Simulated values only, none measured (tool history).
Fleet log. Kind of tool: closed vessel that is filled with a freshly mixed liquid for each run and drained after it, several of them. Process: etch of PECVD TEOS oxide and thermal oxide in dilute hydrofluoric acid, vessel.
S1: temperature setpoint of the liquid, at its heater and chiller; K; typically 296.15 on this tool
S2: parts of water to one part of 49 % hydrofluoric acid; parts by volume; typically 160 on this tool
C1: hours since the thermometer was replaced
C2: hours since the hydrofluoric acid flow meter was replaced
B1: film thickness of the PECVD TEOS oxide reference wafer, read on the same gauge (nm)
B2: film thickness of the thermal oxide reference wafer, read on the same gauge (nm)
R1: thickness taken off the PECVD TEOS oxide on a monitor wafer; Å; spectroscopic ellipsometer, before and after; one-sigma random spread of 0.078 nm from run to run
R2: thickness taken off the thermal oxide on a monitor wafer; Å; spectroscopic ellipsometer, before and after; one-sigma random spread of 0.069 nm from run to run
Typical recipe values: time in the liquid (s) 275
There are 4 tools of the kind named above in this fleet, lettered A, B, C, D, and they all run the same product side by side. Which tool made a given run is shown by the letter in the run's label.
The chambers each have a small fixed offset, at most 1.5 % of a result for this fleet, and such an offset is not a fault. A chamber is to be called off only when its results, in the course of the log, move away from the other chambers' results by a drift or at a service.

{"run": "1A", "hour": 8.6, "S1": 296.15, "S2": 160, "time in the liquid (s)": 275, "C1": 116.2, "C2": 316.5, "B1": 70.016, "B2": 29.998, "R1": 132.55, "R2": 73.897}
{"run": "2D", "hour": 18.4, "S1": 296.15, "S2": 160, "time in the liquid (s)": 275, "C1": 303.1, "C2": 735.9, "B1": 70.077, "B2": 29.978, "R1": 133.05, "R2": 71.846}
{"run": "3C", "hour": 29.1, "S1": 296.15, "S2": 160, "time in the liquid (s)": 275, "C1": 290.3, "C2": 1213.3, "B1": 69.981, "B2": 29.986, "R1": 130.69, "R2": 73.136}
{"run": "4B", "hour": 37.9, "S1": 296.15, "S2": 160, "time in the liquid (s)": 275, "C1": 43.8, "C2": 253.8, "B1": 69.953, "B2": 30.03, "R1": 133.7, "R2": 72.91}
{"run": "5C", "hour": 47.3, "S1": 296.15, "S2": 160, "time in the liquid (s)": 275, "C1": 308.5, "C2": 1231.5, "B1": 70.016, "B2": 30.001, "R1": 130.96, "R2": 73.229}
{"run": "6D", "hour": 56.9, "S1": 296.15, "S2": 160, "time in the liquid (s)": 275, "C1": 341.6, "C2": 774.4, "B1": 69.976, "B2": 30.029, "R1": 132.52, "R2": 71.717}
{"run": "7A", "hour": 65.2, "S1": 296.15, "S2": 160, "time in the liquid (s)": 275, "C1": 172.8, "C2": 373.1, "B1": 70.032, "B2": 30.011, "R1": 133.62, "R2": 71.55}
{"run": "8B", "hour": 76.4, "S1": 296.15, "S2": 160, "time in the liquid (s)": 275, "C1": 82.3, "C2": 292.3, "B1": 69.983, "B2": 29.96, "R1": 134.29, "R2": 72.213}
{"run": "9B", "hour": 84.6, "S1": 296.15, "S2": 160, "time in the liquid (s)": 275, "C1": 90.5, "C2": 300.5, "B1": 69.971, "B2": 30.024, "R1": 133.19, "R2": 73.474}
{"run": "10C", "hour": 95.3, "S1": 296.15, "S2": 160, "time in the liquid (s)": 275, "C1": 356.5, "C2": 1279.5, "B1": 70, "B2": 29.958, "R1": 129.72, "R2": 72.695}
{"run": "11D", "hour": 104.7, "S1": 296.15, "S2": 160, "time in the liquid (s)": 275, "C1": 389.4, "C2": 822.2, "B1": 70.049, "B2": 30.017, "R1": 133.05, "R2": 72.393}
{"run": "12A", "hour": 115.7, "S1": 296.15, "S2": 160, "time in the liquid (s)": 275, "C1": 223.3, "C2": 423.6, "B1": 69.981, "B2": 29.98, "R1": 133.37, "R2": 74.245}
{"run": "13C", "hour": 120.9, "S1": 296.15, "S2": 130, "time in the liquid (s)": 430, "C1": 382.1, "C2": 1305.1, "B1": 69.993, "B2": 30.011, "R1": 259.96, "R2": 145.19}
{"run": "14A", "hour": 131.6, "S1": 296.15, "S2": 130, "time in the liquid (s)": 430, "C1": 239.2, "C2": 439.5, "B1": 69.992, "B2": 29.991, "R1": 261.98, "R2": 142.61}
{"run": "15D", "hour": 142.8, "S1": 296.15, "S2": 130, "time in the liquid (s)": 430, "C1": 427.5, "C2": 860.3, "B1": 69.991, "B2": 29.987, "R1": 262.69, "R2": 142.09}
{"run": "16B", "hour": 153.5, "S1": 296.15, "S2": 130, "time in the liquid (s)": 430, "C1": 159.4, "C2": 369.4, "B1": 70.005, "B2": 30.008, "R1": 264.48, "R2": 146.82}
{"run": "17B", "hour": 158.9, "S1": 296.15, "S2": 160, "time in the liquid (s)": 275, "C1": 164.8, "C2": 374.8, "B1": 69.975, "B2": 30.003, "R1": 132.45, "R2": 74.48}
{"run": "18A", "hour": 167.4, "S1": 296.15, "S2": 160, "time in the liquid (s)": 275, "C1": 275, "C2": 475.3, "B1": 70.012, "B2": 30.006, "R1": 131.78, "R2": 74.394}
{"run": "19D", "hour": 176.0, "S1": 293.65, "S2": 160, "time in the liquid (s)": 335, "C1": 460.7, "C2": 893.5, "B1": 69.974, "B2": 30.039, "R1": 147.21, "R2": 79.879}
{"run": "20C", "hour": 186.1, "S1": 293.65, "S2": 160, "time in the liquid (s)": 335, "C1": 447.3, "C2": 1370.3, "B1": 69.977, "B2": 29.995, "R1": 143.09, "R2": 81.675}
{"run": "21A", "hour": 193.1, "S1": 293.65, "S2": 160, "time in the liquid (s)": 335, "C1": 300.7, "C2": 501, "B1": 70.005, "B2": 30.018, "R1": 147.57, "R2": 81.843}
{"run": "22C", "hour": 202.8, "S1": 293.65, "S2": 160, "time in the liquid (s)": 335, "C1": 464, "C2": 1387, "B1": 69.987, "B2": 29.992, "R1": 144.27, "R2": 79.598}
{"run": "23D", "hour": 208.6, "S1": 296.15, "S2": 160, "time in the liquid (s)": 275, "C1": 493.3, "C2": 926.1, "B1": 69.995, "B2": 30.035, "R1": 131.55, "R2": 71.895}
{"run": "24B", "hour": 215.4, "S1": 296.15, "S2": 160, "time in the liquid (s)": 275, "C1": 221.3, "C2": 431.3, "B1": 69.976, "B2": 29.99, "R1": 132.87, "R2": 73.559}
{"hour": 223.2, "done": "chamber B: hydrofluoric acid flow meter replaced"}
{"run": "25B", "hour": 224.8, "S1": 296.15, "S2": 160, "time in the liquid (s)": 275, "C1": 230.7, "C2": 1.7, "B1": 70.02, "B2": 29.983, "R1": 132.5, "R2": 72.097}
{"run": "26A", "hour": 235.1, "S1": 296.15, "S2": 160, "time in the liquid (s)": 275, "C1": 342.7, "C2": 543, "B1": 70.034, "B2": 30.043, "R1": 132.34, "R2": 72.792}
{"run": "27C", "hour": 244.9, "S1": 296.15, "S2": 160, "time in the liquid (s)": 275, "C1": 506.1, "C2": 1429.1, "B1": 69.981, "B2": 30.007, "R1": 128.5, "R2": 72.955}
{"run": "28D", "hour": 256.0, "S1": 296.15, "S2": 160, "time in the liquid (s)": 275, "C1": 540.7, "C2": 973.5, "B1": 70.006, "B2": 30.008, "R1": 132.82, "R2": 71.692}
{"run": "29C", "hour": 264.9, "S1": 292.65, "S2": 95, "time in the liquid (s)": 275, "C1": 526.1, "C2": 1449.1, "B1": 69.996, "B2": 30.032, "R1": 206.31, "R2": 115.47}
{"run": "30B", "hour": 271.3, "S1": 292.65, "S2": 95, "time in the liquid (s)": 275, "C1": 277.2, "C2": 48.2, "B1": 69.96, "B2": 29.992, "R1": 211.24, "R2": 115.95}
{"run": "31A", "hour": 277.1, "S1": 292.65, "S2": 95, "time in the liquid (s)": 275, "C1": 384.7, "C2": 585, "B1": 69.948, "B2": 30.025, "R1": 208.53, "R2": 117.41}
{"run": "32D", "hour": 282.1, "S1": 292.65, "S2": 95, "time in the liquid (s)": 275, "C1": 566.8, "C2": 999.6, "B1": 69.962, "B2": 29.999, "R1": 207.76, "R2": 115.53}
{"run": "33B", "hour": 293.0, "S1": 296.15, "S2": 160, "time in the liquid (s)": 275, "C1": 298.9, "C2": 69.9, "B1": 70.005, "B2": 30.008, "R1": 133.4, "R2": 72.746}
{"run": "34D", "hour": 299.3, "S1": 296.15, "S2": 160, "time in the liquid (s)": 275, "C1": 584, "C2": 1016.8, "B1": 69.983, "B2": 29.966, "R1": 132.51, "R2": 72.283}
{"run": "35A", "hour": 304.8, "S1": 296.15, "S2": 160, "time in the liquid (s)": 275, "C1": 412.4, "C2": 612.7, "B1": 70.033, "B2": 30.01, "R1": 132.07, "R2": 73.065}
{"run": "36C", "hour": 312.7, "S1": 296.15, "S2": 160, "time in the liquid (s)": 275, "C1": 573.9, "C2": 1496.9, "B1": 69.998, "B2": 29.991, "R1": 129.97, "R2": 74.04}
{"run": "37A", "hour": 321.3, "S1": 296.15, "S2": 215, "time in the liquid (s)": 275, "C1": 428.9, "C2": 629.2, "B1": 69.98, "B2": 30.029, "R1": 91.833, "R2": 50.851}
{"run": "38D", "hour": 332.7, "S1": 296.15, "S2": 215, "time in the liquid (s)": 275, "C1": 617.4, "C2": 1050.2, "B1": 69.962, "B2": 30.024, "R1": 92.841, "R2": 50.538}
{"run": "39B", "hour": 337.8, "S1": 296.15, "S2": 215, "time in the liquid (s)": 275, "C1": 343.7, "C2": 114.7, "B1": 69.988, "B2": 30.013, "R1": 93.265, "R2": 51.032}
{"run": "40C", "hour": 345.9, "S1": 296.15, "S2": 215, "time in the liquid (s)": 275, "C1": 607.1, "C2": 1530.1, "B1": 70.002, "B2": 29.965, "R1": 91.081, "R2": 50.741}
{"run": "41B", "hour": 351.1, "S1": 296.15, "S2": 160, "time in the liquid (s)": 275, "C1": 357, "C2": 128, "B1": 70.008, "B2": 29.957, "R1": 132.49, "R2": 75.042}
{"run": "42C", "hour": 362.5, "S1": 296.15, "S2": 160, "time in the liquid (s)": 275, "C1": 623.7, "C2": 1546.7, "B1": 70.003, "B2": 29.983, "R1": 129.43, "R2": 73.358}
{"run": "43A", "hour": 371.0, "S1": 292.65, "S2": 160, "time in the liquid (s)": 210, "C1": 478.6, "C2": 678.9, "B1": 69.985, "B2": 29.965, "R1": 89.083, "R2": 48.807}

Is one chamber out of step, is the gauge drifting, or do the chambers differ by no more than their own small offsets? For an off chamber, give its letter and the likeliest cause.

Beyond each chamber's small constant offset nothing stands out, and the gauge stays steady.
